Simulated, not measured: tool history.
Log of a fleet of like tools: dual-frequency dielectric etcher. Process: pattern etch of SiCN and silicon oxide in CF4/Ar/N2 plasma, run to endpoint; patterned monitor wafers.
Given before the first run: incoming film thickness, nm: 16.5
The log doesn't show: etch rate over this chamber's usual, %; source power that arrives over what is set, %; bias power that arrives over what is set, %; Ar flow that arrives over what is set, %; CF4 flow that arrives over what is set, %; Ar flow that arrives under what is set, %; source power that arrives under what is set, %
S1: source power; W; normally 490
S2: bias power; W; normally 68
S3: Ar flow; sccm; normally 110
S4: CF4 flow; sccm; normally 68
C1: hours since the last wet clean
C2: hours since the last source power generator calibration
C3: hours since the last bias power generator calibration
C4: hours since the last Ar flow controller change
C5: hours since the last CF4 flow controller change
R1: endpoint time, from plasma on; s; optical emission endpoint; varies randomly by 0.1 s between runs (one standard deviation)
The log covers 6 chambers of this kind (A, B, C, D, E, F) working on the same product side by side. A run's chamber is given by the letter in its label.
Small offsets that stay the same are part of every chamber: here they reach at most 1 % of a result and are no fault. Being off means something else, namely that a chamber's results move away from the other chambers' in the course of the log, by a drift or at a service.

run,hour,S1,S2,S3,S4,C1,C2,C3,C4,C5,R1
1E,3.6,490,68,110,68,154.1,776.0,1972.5,1944.1,3397.6,18.422
2F,7.1,490,68,110,68,80.2,756.8,1660.1,1172.2,3091.3,18.286
3D,10.8,490,68,110,68,356.3,1428.9,1602.9,920.7,2109.4,18.338
4B,14.9,490,68,110,68,296.3,1813.6,1703.8,537.9,1476.4,18.402
5C,18.8,490,68,110,68,242.7,126.1,906.3,1308.5,1374.6,18.407
6A,22.7,490,68,110,68,126.0,1717.1,1035.9,2608.9,3818.4,18.904
7B,25.4,490,68,110,68,306.8,1824.1,1714.3,548.4,1486.9,18.327
8F,27.7,490,68,110,68,100.8,777.4,1680.7,1192.8,3111.9,18.340
9E,29.9,490,68,110,68,180.4,802.3,1998.8,1970.4,3423.9,18.426
10C,32.4,490,68,110,68,256.3,139.7,919.9,1322.1,1388.2,18.298
11A,34.3,490,68,110,68,137.6,1728.7,1047.5,2620.5,3830.0,18.651
12D,37.8,490,68,110,68,383.3,1455.9,1629.9,947.7,2136.4,18.245
13B,40.4,490,68,110,68,321.8,1839.1,1729.3,563.4,1501.9,18.269
14A,44.6,490,68,110,68,147.9,1739.0,1057.8,2630.8,3840.3,18.753
15E,47.8,490,68,110,68,198.3,820.2,2016.7,1988.3,3441.8,18.566
# hour 51.2: chamber B: wet clean of the chamber
16D,51.6,490,68,110,68,397.1,1469.7,1643.7,961.5,2150.2,18.229
17C,55.2,490,68,110,68,279.1,162.5,942.7,1344.9,1411.0,18.439
18F,58.3,490,68,110,68,131.4,808.0,1711.3,1223.4,3142.5,18.275
# hour 60.1: chamber D: wet clean of the chamber
19F,61.8,490,68,110,68,134.9,811.5,1714.8,1226.9,3146.0,18.491
20B,64.1,490,68,110,68,12.9,1862.8,1753.0,587.1,1525.6,18.389
21C,66.1,490,68,110,68,290.0,173.4,953.6,1355.8,1421.9,18.494
22A,68.0,490,68,110,68,171.3,1762.4,1081.2,2654.2,3863.7,18.642
23E,70.6,490,68,110,68,221.1,843.0,2039.5,2011.1,3464.6,18.521
24D,72.9,490,68,110,83,12.8,1491.0,1665.0,982.8,2171.5,17.706
25C,77.0,490,68,110,83,300.9,184.3,964.5,1366.7,1432.8,18.015
26A,80.5,490,68,110,83,183.8,1774.9,1093.7,2666.7,3876.2,18.076
# hour 83.2: chamber A: source power generator calibrated
27B,84.4,490,68,110,83,33.2,1883.1,1773.3,607.4,1545.9,17.998
28D,86.5,490,68,110,83,26.4,1504.6,1678.6,996.4,2185.1,17.865
29E,90.2,490,68,110,83,240.7,862.6,2059.1,2030.7,3484.2,17.703
30F,92.0,490,68,110,68,165.1,841.7,1745.0,1257.1,3176.2,18.419
31E,95.9,490,68,110,68,246.4,868.3,2064.8,2036.4,3489.9,18.560
32A,98.0,490,68,133,68,201.3,14.8,1111.2,2684.2,3893.7,19.163
33F,101.4,490,68,133,68,174.5,851.1,1754.4,1266.5,3185.6,19.040
34C,103.9,490,68,133,68,327.8,211.2,991.4,1393.6,1459.7,18.963
35B,107.9,490,68,133,68,56.7,1906.6,1796.8,630.9,1569.4,18.970
36D,110.8,490,68,133,68,50.7,1528.9,1702.9,1020.7,2209.4,18.859
37C,112.9,490,68,133,68,336.8,220.2,1000.4,1402.6,1468.7,19.060
38A,116.1,490,68,110,68,219.4,32.9,1129.3,2702.3,3911.8,18.800
39B,120.1,490,68,110,68,68.9,1918.8,1809.0,643.1,1581.6,18.316

Is one chamber off against the others, does the gauge drift, or is nothing wrong? If a chamber is off, say which, and what the likeliest cause is.

All chambers stay in line apart from their small fixed offsets, and the gauge does not drift.

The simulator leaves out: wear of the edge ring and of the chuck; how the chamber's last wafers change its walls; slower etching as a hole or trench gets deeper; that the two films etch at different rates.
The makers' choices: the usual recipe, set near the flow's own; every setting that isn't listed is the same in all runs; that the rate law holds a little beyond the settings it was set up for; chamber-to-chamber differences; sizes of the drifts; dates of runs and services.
